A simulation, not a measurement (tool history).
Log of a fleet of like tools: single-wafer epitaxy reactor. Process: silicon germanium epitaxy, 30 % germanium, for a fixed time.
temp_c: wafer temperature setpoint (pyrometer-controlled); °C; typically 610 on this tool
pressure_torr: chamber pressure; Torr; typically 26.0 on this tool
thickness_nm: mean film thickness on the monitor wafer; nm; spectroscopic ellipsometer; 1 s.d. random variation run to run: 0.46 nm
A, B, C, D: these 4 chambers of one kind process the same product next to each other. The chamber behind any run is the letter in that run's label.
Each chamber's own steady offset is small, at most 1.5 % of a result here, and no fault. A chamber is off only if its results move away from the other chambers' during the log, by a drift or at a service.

run	hour	temp_c	pressure_torr	hours since the last pyrometer calibration	hours since the last manometer calibration	read-back reference wafer on the same gauge, thickness_nm	thickness_nm
1B	6.0	610	26.0	1173.4	875.8	65.014	77.654
2D	11.7	610	26.0	2559.1	839.2	64.906	77.971
3C	15.7	610	26.0	274.3	324.5	64.889	78.091
4A	19.9	610	26.0	1598.5	985.0	64.909	78.888
5B	26.1	610	26.0	1193.5	895.9	64.841	77.666
6A	34.4	610	26.0	1613.0	999.5	64.970	79.349
7D	41.5	600	26.0	2588.9	869.0	64.913	65.760
8C	45.2	600	26.0	303.8	354.0	64.943	65.659
9A	49.6	600	26.0	1628.2	1014.7	64.960	65.797
10B	54.1	600	26.0	1221.5	923.9	64.878	64.840
11D	59.6	610	26.0	2607.0	887.1	64.882	78.953
12C	64.7	610	26.0	323.3	373.5	64.959	78.020
# hour 65.4: chamber D: pyrometer calibrated
13C	68.8	610	26.0	327.4	377.6	64.920	77.352
14A	73.6	610	26.0	1652.2	1038.7	65.012	79.694
15D	78.9	610	26.0	13.6	906.4	64.984	81.680
16B	84.4	610	26.0	1251.8	954.2	64.967	76.620
17D	90.1	610	26.0	24.8	917.6	64.804	82.218
18C	98.5	610	26.0	357.1	407.3	64.976	78.067
19A	106.4	598	28.4	1685.0	1071.5	64.869	65.802
20B	114.2	598	28.4	1281.6	984.0	65.020	64.690
21B	119.2	598	28.4	1286.6	989.0	64.940	64.902
22A	125.0	598	28.4	1703.6	1090.1	64.901	65.536
23C	132.4	610	26.0	391.0	441.2	64.950	78.618
24D	138.7	610	26.0	73.4	966.2	64.905	80.855
25A	144.6	610	26.0	1723.2	1109.7	64.853	78.676

Is one chamber off against the others, does the gauge drift, or is nothing wrong? If a chamber is off, say which, and what the likeliest cause is.

Chamber D has stood off from the others ever since a service on it.
Likeliest cause: wafer temperature above the value expected at the setpoint (K) = 2.02.

Chamber D could run next with any of the 4 candidate recipes listed below; each alters the usual settings, and their results appear as question marks. Which one brings its results back in line with what the other chambers deliver on the usual settings?
In-line tolerance around the mean of the other chambers on the usual settings: thickness_nm 1.600 nm
26D-1	150.7	612	26.3				?
26D-2	150.7	608	26.0				?
26D-3	150.7	606	25.4				?
26D-4	150.7	614	26.0				?

The mean the other chambers reach with the usual settings: thickness_nm 78.229 nm
run	thickness_nm
26D-1	83.912
26D-2	77.848
26D-3	74.433
26D-4	86.494
The right change is 26D-2: it brings the chamber back within the allowed miss of the others.
